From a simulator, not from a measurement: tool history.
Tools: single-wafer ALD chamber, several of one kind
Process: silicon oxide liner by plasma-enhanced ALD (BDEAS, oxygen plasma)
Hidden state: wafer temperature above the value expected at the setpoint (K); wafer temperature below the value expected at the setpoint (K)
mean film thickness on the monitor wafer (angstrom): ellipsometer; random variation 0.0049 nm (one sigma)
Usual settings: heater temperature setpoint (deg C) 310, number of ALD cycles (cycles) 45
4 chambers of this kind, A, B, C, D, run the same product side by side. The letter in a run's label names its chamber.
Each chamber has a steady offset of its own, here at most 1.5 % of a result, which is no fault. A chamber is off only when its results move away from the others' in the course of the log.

run	hour	heater temperature setpoint (deg C)	number of ALD cycles (cycles)	hours since the last thermocouple change	read-back reference wafer on the same gauge, thickness_nm	mean film thickness on the monitor wafer (angstrom)
1C	8.9	310	45	203.2	3.7699	41.174
2A	14.0	310	45	2263.2	3.7688	40.908
3B	23.3	310	45	844.0	3.7692	41.407
4D	30.0	310	45	1486.8	3.7685	40.741
5C	39.8	310	45	234.1	3.7690	41.063
6B	46.9	310	45	867.6	3.7680	41.190
7A	55.4	310	41	2304.6	3.7680	37.126
8D	62.4	310	41	1519.2	3.7669	37.114
9C	69.6	310	41	263.9	3.7660	37.475
10D	79.6	310	41	1536.4	3.7648	37.070
11B	87.8	300	42	908.5	3.7654	39.170
12A	94.1	300	42	2343.3	3.7652	38.686
13B	101.3	300	42	922.0	3.7652	39.126
14C	106.6	300	42	300.9	3.7643	38.878
15D	113.4	310	45	1570.2	3.7644	40.762
16A	120.5	310	45	2369.7	3.7638	40.830
17D	126.5	310	45	1583.3	3.7638	40.684
18A	134.1	310	45	2383.3	3.7629	40.746
19B	142.5	310	45	963.2	3.7626	41.183
20C	150.5	321	45	344.8	3.7623	40.354
21B	160.1	321	45	980.8	3.7613	40.641
22D	170.0	321	45	1626.8	3.7607	40.084
23C	179.4	321	45	373.7	3.7604	40.468
24A	189.7	298	45	2438.9	3.7604	41.579
25C	197.6	298	45	391.9	3.7594	42.062
26A	206.8	298	45	2456.0	3.7588	41.512
27B	216.7	298	45	1037.4	3.7590	42.025
28D	227.0	310	45	1683.8	3.7585	40.610
29B	233.4	310	45	1054.1	3.7569	41.208
30D	242.7	310	45	1699.5	3.7580	40.510
31C	247.9	310	45	442.2	3.7565	41.034
32A	256.4	319	42	2505.6	3.7569	37.588
33D	264.4	319	42	1721.2	3.7559	37.372
34B	272.1	319	42	1092.8	3.7552	37.824
35C	282.5	319	42	476.8	3.7547	37.831
36A	288.9	310	45	2538.1	3.7539	40.678
37A	299.8	310	45	2549.0	3.7535	40.759
38B	308.2	310	45	1128.9	3.7530	41.158
39C	318.1	310	45	512.4	3.7540	41.044
40D	326.0	310	45	1782.8	3.7524	40.508
41A	332.0	310	45	2581.2	3.7522	40.764
42B	336.9	316	52	1157.6	3.7529	47.052

All 4 chambers run these settings next. Forecast each chamber's results:
43A	344.7	310	45			?
43B	344.7	310	45			?
43C	344.7	310	45			?
43D	344.7	310	45			?

run	mean film thickness on the monitor wafer (angstrom)
43A	40.733
43B	41.126
43C	40.945
43D	40.521
